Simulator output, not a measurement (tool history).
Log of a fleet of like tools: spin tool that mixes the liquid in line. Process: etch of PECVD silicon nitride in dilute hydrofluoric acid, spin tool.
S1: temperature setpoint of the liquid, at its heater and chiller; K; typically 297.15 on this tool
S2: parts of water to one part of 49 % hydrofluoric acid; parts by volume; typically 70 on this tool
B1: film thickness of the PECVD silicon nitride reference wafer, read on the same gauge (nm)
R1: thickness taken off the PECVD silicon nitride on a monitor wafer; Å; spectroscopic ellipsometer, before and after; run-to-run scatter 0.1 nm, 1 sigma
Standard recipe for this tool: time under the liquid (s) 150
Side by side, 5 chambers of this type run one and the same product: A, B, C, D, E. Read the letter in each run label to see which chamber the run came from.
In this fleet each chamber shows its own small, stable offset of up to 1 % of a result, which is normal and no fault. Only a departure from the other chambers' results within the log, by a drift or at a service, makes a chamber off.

run 1E day=0.129 | S1=297.15 S2=70 time_under_the_liquid_(s)=150 | B1=120.00 | R1=121.250
run 2C day=0.242 | S1=297.15 S2=70 time_under_the_liquid_(s)=150 | B1=120.04 | R1=120.480
run 3D day=0.396 | S1=297.15 S2=70 time_under_the_liquid_(s)=150 | B1=119.99 | R1=123.970
run 4B day=0.546 | S1=297.15 S2=70 time_under_the_liquid_(s)=150 | B1=120.00 | R1=121.280
run 5A day=0.654 | S1=297.15 S2=70 time_under_the_liquid_(s)=150 | B1=120.04 | R1=121.420
run 6E day=0.821 | S1=297.15 S2=70 time_under_the_liquid_(s)=150 | B1=119.99 | R1=120.330
run 7C day=1.008 | S1=297.15 S2=70 time_under_the_liquid_(s)=150 | B1=120.03 | R1=120.290
run 8A day=1.192 | S1=297.15 S2=70 time_under_the_liquid_(s)=150 | B1=119.98 | R1=122.950
run 9B day=1.400 | S1=297.15 S2=70 time_under_the_liquid_(s)=150 | B1=120.00 | R1=122.120
run 10D day=1.529 | S1=297.15 S2=70 time_under_the_liquid_(s)=150 | B1=120.02 | R1=120.710
run 11D day=1.658 | S1=297.15 S2=70 time_under_the_liquid_(s)=150 | B1=120.00 | R1=121.260
run 12C day=1.771 | S1=297.15 S2=70 time_under_the_liquid_(s)=150 | B1=120.00 | R1=122.240
run 13B day=1.900 | S1=297.15 S2=70 time_under_the_liquid_(s)=150 | B1=120.01 | R1=119.790
run 14E day=2.117 | S1=297.15 S2=70 time_under_the_liquid_(s)=150 | B1=120.03 | R1=122.120
run 15A day=2.233 | S1=297.15 S2=70 time_under_the_liquid_(s)=150 | B1=119.98 | R1=121.000
run 16A day=2.392 | S1=297.15 S2=70 time_under_the_liquid_(s)=150 | B1=119.98 | R1=121.000
run 17D day=2.575 | S1=297.15 S2=70 time_under_the_liquid_(s)=150 | B1=120.01 | R1=117.030
run 18B day=2.717 | S1=297.15 S2=70 time_under_the_liquid_(s)=150 | B1=119.99 | R1=122.000
run 19C day=2.921 | S1=297.15 S2=70 time_under_the_liquid_(s)=150 | B1=119.98 | R1=120.640
run 20E day=3.129 | S1=297.15 S2=70 time_under_the_liquid_(s)=150 | B1=119.98 | R1=121.120
run 21D day=3.321 | S1=297.15 S2=55 time_under_the_liquid_(s)=180 | B1=120.00 | R1=172.280
run 22E day=3.492 | S1=297.15 S2=55 time_under_the_liquid_(s)=180 | B1=119.98 | R1=181.400
run 23A day=3.621 | S1=297.15 S2=55 time_under_the_liquid_(s)=180 | B1=119.98 | R1=185.010
run 24C day=3.721 | S1=297.15 S2=55 time_under_the_liquid_(s)=180 | B1=119.97 | R1=186.840
run 25B day=3.850 | S1=297.15 S2=55 time_under_the_liquid_(s)=180 | B1=120.01 | R1=183.480
run 26A day=4.021 | S1=297.15 S2=70 time_under_the_liquid_(s)=150 | B1=120.03 | R1=120.790
run 27C day=4.121 | S1=297.15 S2=70 time_under_the_liquid_(s)=150 | B1=120.01 | R1=119.760
run 28D day=4.317 | S1=297.15 S2=70 time_under_the_liquid_(s)=150 | B1=119.99 | R1=110.570
run 29E day=4.521 | S1=297.15 S2=70 time_under_the_liquid_(s)=150 | B1=120.00 | R1=120.820
run 30B day=4.733 | S1=294.65 S2=70 time_under_the_liquid_(s)=95 | B1=119.95 | R1=65.775
run 31A day=4.892 | S1=294.65 S2=70 time_under_the_liquid_(s)=95 | B1=120.02 | R1=64.072

All chambers now run identical settings, listed one chamber a line with results as question marks. What results will each chamber show?
run 32A day=5.046 | S1=297.15 S2=70 time_under_the_liquid_(s)=80 | R1=?
run 32B day=5.046 | S1=297.15 S2=70 time_under_the_liquid_(s)=80 | R1=?
run 32C day=5.046 | S1=297.15 S2=70 time_under_the_liquid_(s)=80 | R1=?
run 32D day=5.046 | S1=297.15 S2=70 time_under_the_liquid_(s)=80 | R1=?
run 32E day=5.046 | S1=297.15 S2=70 time_under_the_liquid_(s)=80 | R1=?

run=32A R1=63.629
run=32B R1=65.369
run=32C R1=65.125
run=32D R1=57.666
run=32E R1=64.475
